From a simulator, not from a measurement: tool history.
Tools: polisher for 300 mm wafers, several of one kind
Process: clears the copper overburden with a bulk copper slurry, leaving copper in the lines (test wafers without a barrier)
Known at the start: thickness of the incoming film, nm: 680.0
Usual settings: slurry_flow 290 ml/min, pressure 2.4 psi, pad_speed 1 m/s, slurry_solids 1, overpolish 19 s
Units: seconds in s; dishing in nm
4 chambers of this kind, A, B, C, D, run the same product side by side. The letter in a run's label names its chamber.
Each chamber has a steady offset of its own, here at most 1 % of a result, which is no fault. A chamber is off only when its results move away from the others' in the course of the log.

run,day,slurry_flow,pressure,pad_speed,slurry_solids,overpolish,wafers polished on this pad,hours since the slurry nozzle was cleaned,hours since the head pressure was calibrated,hours since the slurry blender was calibrated,seconds,dishing
# day 0.279: chamber B: slurry blender recalibrated
1B,0.292,290,2.4,1,1,19,143,503.9,295,0.4,80.808,85.831
2C,0.588,290,2.4,1,1,19,106,336.5,344.1,196.7,80.579,86.515
3D,0.896,290,2.4,1,1,19,254,213,90.1,304.9,78.141,83.521
4A,1.092,290,2.4,1,1,19,632,89.1,698.7,169.5,81.718,79.68
5A,1.25,290,2.4,1,1,19,660,92.9,702.5,173.3,79.689,87.751
6B,1.571,290,2.4,1,1,19,367,534.6,325.7,31.1,81.203,84.796
7C,1.812,290,2.4,1,1,19,322,365.9,373.5,226.1,81.53,85.599
8D,2.108,290,2.4,1,1,19,467,242.1,119.2,334,81.041,82.785
9C,2.296,290,2.4,1,1,19,407,377.5,385.1,237.7,79.697,84.491
10D,2.504,290,2.4,1,1,19,537,251.6,128.7,343.5,79.755,88.465
# day 2.779: chamber A: slurry blender recalibrated
# day 2.792: chamber D: slurry blender recalibrated
11A,2.862,290,2.4,1,1,19,943,131.6,741.2,2.1,81.193,84.791
# day 2.917: chamber C: head pressure recalibrated
# day 2.962: chamber B: worn pad replaced by a new one
12B,3.058,290,2.4,1,1,19,16,570.3,361.4,66.8,80.986,85.642
13C,3.258,290,2.4,1,1,19,576,400.6,8.2,260.8,82.997,83.234
# day 3.342: chamber A: worn pad replaced by a new one
14B,3.471,290,2.4,1,1,19,89,580.2,371.3,76.7,80.36,84.462
15A,3.788,290,2.4,1,1,19,78,153.8,763.4,24.3,78.159,81.129
16D,4.15,290,2.4,1,1,19,826,291.1,168.2,32.7,80.712,83.669
17C,4.462,290,2.4,1,1,19,787,429.5,37.1,289.7,82.972,83.883
18D,4.762,290,2.4,1,1,19,934,305.8,182.9,47.4,80.739,83.612
# day 4.796: chamber C: worn pad replaced by a new one
19A,4.988,290,2.4,1,1,19,289,182.6,792.2,53.1,81.399,84.147
# day 5: chamber D: worn pad replaced by a new one
20B,5.238,290,3,1.34,1,19,399,622.6,413.7,119.1,47.409,117.05
21A,5.483,290,3,1.34,1,19,376,194.5,804.1,65,46.48,113.63
22C,5.833,290,3,1.34,1,19,182,462.4,70,322.6,50.878,114.87
23D,6.188,290,3,1.34,1,19,208,340,217.1,81.6,48.325,114.95
24B,6.358,290,2.4,1,1,19,596,649.5,440.6,146,82.456,87.489
25A,6.688,290,2.4,1,1,19,588,223.4,833,93.9,81.092,83.046
26C,6.858,290,2.4,1,1.2,19,362,487,94.6,347.2,83.893,80.8
27B,7.117,290,2.4,1,1.2,19,730,667.7,458.8,164.2,78.06,83.673
# day 7.321: chamber B: worn pad replaced by a new one
28D,7.446,290,2.4,1,1.2,19,429,370.2,247.3,111.8,78.003,83.869
29C,7.671,290,2.4,1,1.2,19,505,506.5,114.1,366.7,83.828,83.477
30B,7.858,290,2.4,1,0.85,19,95,685.5,476.6,182,84.718,84.578

Next, every chamber runs the same settings. What will each give?
31A,8.117,290,2.4,1,1,19,,,,,?,?
31B,8.117,290,2.4,1,1,19,,,,,?,?
31C,8.117,290,2.4,1,1,19,,,,,?,?
31D,8.117,290,2.4,1,1,19,,,,,?,?

run,seconds,dishing
31A,81.092,86.546
31B,79.132,85.12
31C,87.534,81.781
31D,81.902,84.064
